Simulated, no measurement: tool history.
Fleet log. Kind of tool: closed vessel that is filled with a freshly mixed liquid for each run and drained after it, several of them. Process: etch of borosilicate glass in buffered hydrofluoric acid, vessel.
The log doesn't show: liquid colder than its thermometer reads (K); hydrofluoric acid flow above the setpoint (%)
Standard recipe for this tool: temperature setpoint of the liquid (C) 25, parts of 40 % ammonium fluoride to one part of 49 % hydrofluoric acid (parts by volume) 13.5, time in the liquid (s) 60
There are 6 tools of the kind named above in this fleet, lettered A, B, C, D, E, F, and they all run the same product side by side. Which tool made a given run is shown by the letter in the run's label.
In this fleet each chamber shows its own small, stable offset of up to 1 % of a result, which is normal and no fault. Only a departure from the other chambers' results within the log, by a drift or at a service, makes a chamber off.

run   hour  temperature setpoint of the liquid (C)  parts of 40 % ammonium fluoride to one part of 49 % hydrofluoric acid (parts by volume)  time in the liquid (s)  hours since the thermometer was replaced  hours since the hydrofluoric acid flow meter was replaced  read-back film thickness of the borosilicate glass reference wafer, read on the same gauge (nm)  thickness taken off the borosilicate glass on a monitor wafer (Å)
 1B    3.2                                      25                                                                                     13.5                      60                                    2336.6                                                      668.1                                                                                           60.005                                                             588.86
 2A    6.2                                      25                                                                                     13.5                      60                                       424                                                     1268.3                                                                                           59.983                                                             585.01
 3F   13.1                                      25                                                                                     13.5                      60                                       355                                                       84.7                                                                                           60.025                                                              583.9
 4E   17.6                                      25                                                                                     13.5                      60                                     487.7                                                      987.3                                                                                           59.997                                                             589.91
      20.6  -- chamber C: thermometer replaced
 5D   23.1                                      25                                                                                     13.5                      60                                     410.4                                                        740                                                                                           59.977                                                             581.46
 6C   27.1                                      25                                                                                     13.5                      60                                       6.6                                                     1174.6                                                                                           60.039                                                             591.92
 7B   32.7                                      25                                                                                     13.5                      60                                    2366.1                                                      697.6                                                                                            59.95                                                             580.63
 8C   38.2                                      25                                                                                     13.5                      60                                      17.7                                                     1185.7                                                                                           60.012                                                             576.03
 9A     42                                      25                                                                                     13.5                      60                                     459.8                                                     1304.1                                                                                           60.023                                                             595.34
10E   48.8                                      25                                                                                     13.5                      60                                     518.9                                                     1018.5                                                                                           60.033                                                              597.4
11F   54.5                                      25                                                                                     13.5                      60                                     396.4                                                      126.1                                                                                            60.02                                                             589.86
12D   58.6                                      25                                                                                     13.5                      60                                     445.9                                                      775.5                                                                                           59.984                                                             594.16
13C     62                                      22                                                                                     13.5                      90                                      41.5                                                     1209.5                                                                                           59.996                                                             739.83
14A   66.4                                      22                                                                                     13.5                      90                                     484.2                                                     1328.5                                                                                            59.98                                                             744.51
15F   71.8                                      22                                                                                     13.5                      90                                     413.7                                                      143.4                                                                                           59.989                                                             751.68
16B   76.9                                      22                                                                                     13.5                      90                                    2410.3                                                      741.8                                                                                           60.005                                                             734.43
17E   83.7                                      22                                                                                     13.5                      90                                     553.8                                                     1053.4                                                                                           59.987                                                             730.32
18D   90.2                                      22                                                                                     13.5                      90                                     477.5                                                      807.1                                                                                           60.005                                                             745.06
19C   94.7                                      25                                                                                     13.5                      60                                      74.2                                                     1242.2                                                                                           59.991                                                             589.04
20A  100.2                                      25                                                                                        8                      40                                       518                                                     1362.3                                                                                           59.972                                                              646.4
21F  104.8                                      25                                                                                        8                      40                                     446.7                                                      176.4                                                                                           59.993                                                             649.16
22B  108.7                                      25                                                                                        8                      40                                    2442.1                                                      773.6                                                                                           59.965                                                             635.91
23D  114.5                                      25                                                                                        8                      40                                     501.8                                                      831.4                                                                                            59.99                                                             629.93
       119  -- chamber A: hydrofluoric acid flow meter replaced
24E  119.2                                      25                                                                                        8                      40                                     589.3                                                     1088.9                                                                                           60.038                                                             602.44
25D  124.7                                      25                                                                                        8                      40                                       512                                                      841.6                                                                                           60.008                                                             637.69
26C  127.7                                      25                                                                                     13.5                      60                                     107.2                                                     1275.2                                                                                           59.994                                                             583.96
27B  134.2                                      25                                                                                     13.5                      60                                    2467.6                                                      799.1                                                                                           59.987                                                             580.93
28A  138.5                                      25                                                                                     13.5                      60                                     556.3                                                       19.5                                                                                           60.013                                                             592.41
29F  144.5                                      25                                                                                     13.5                      60                                     486.4                                                      216.1                                                                                           59.985                                                             588.87
30E  148.3                                      25                                                                                     13.5                      60                                     618.4                                                       1118                                                                                           59.988                                                             550.99
31F    155                                      25                                                                                     13.5                      60                                     496.9                                                      226.6                                                                                           60.006                                                              590.9
32D  158.2                                      25                                                                                     13.5                      90                                     545.5                                                      875.1                                                                                           59.986                                                             864.47
33E  164.8                                      25                                                                                     13.5                      90                                     634.9                                                     1134.5                                                                                           60.013                                                             799.88
34A  167.8                                      25                                                                                     13.5                      90                                     585.6                                                       48.8                                                                                           60.022                                                             870.45
35C  171.6                                      25                                                                                     13.5                      90                                     151.1                                                     1319.1                                                                                           59.988                                                              878.9
36B  175.5                                      25                                                                                     13.5                      90                                    2508.9                                                      840.4                                                                                           59.976                                                             867.23
37F  179.9                                      25                                                                                     13.5                      90                                     521.8                                                      251.5                                                                                           59.998                                                             877.75
38C  184.7                                      25                                                                                     13.5                      60                                     164.2                                                     1332.2                                                                                           59.985                                                              595.7

For the next run the whole fleet of 6 chambers uses the same settings. Give each chamber's results:
39A  189.7                                      25                                                                                     13.5                      60                                                                                                                                                                                                                                                                        ?
39B  189.7                                      25                                                                                     13.5                      60                                                                                                                                                                                                                                                                        ?
39C  189.7                                      25                                                                                     13.5                      60                                                                                                                                                                                                                                                                        ?
39D  189.7                                      25                                                                                     13.5                      60                                                                                                                                                                                                                                                                        ?
39E  189.7                                      25                                                                                     13.5                      60                                                                                                                                                                                                                                                                        ?
39F  189.7                                      25                                                                                     13.5                      60                                                                                                                                                                                                                                                                        ?

run  thickness taken off the borosilicate glass on a monitor wafer (Å)
39A                                                             591.54
39B                                                             588.95
39C                                                             579.91
39D                                                             584.54
39E                                                             525.35
39F                                                              599.4
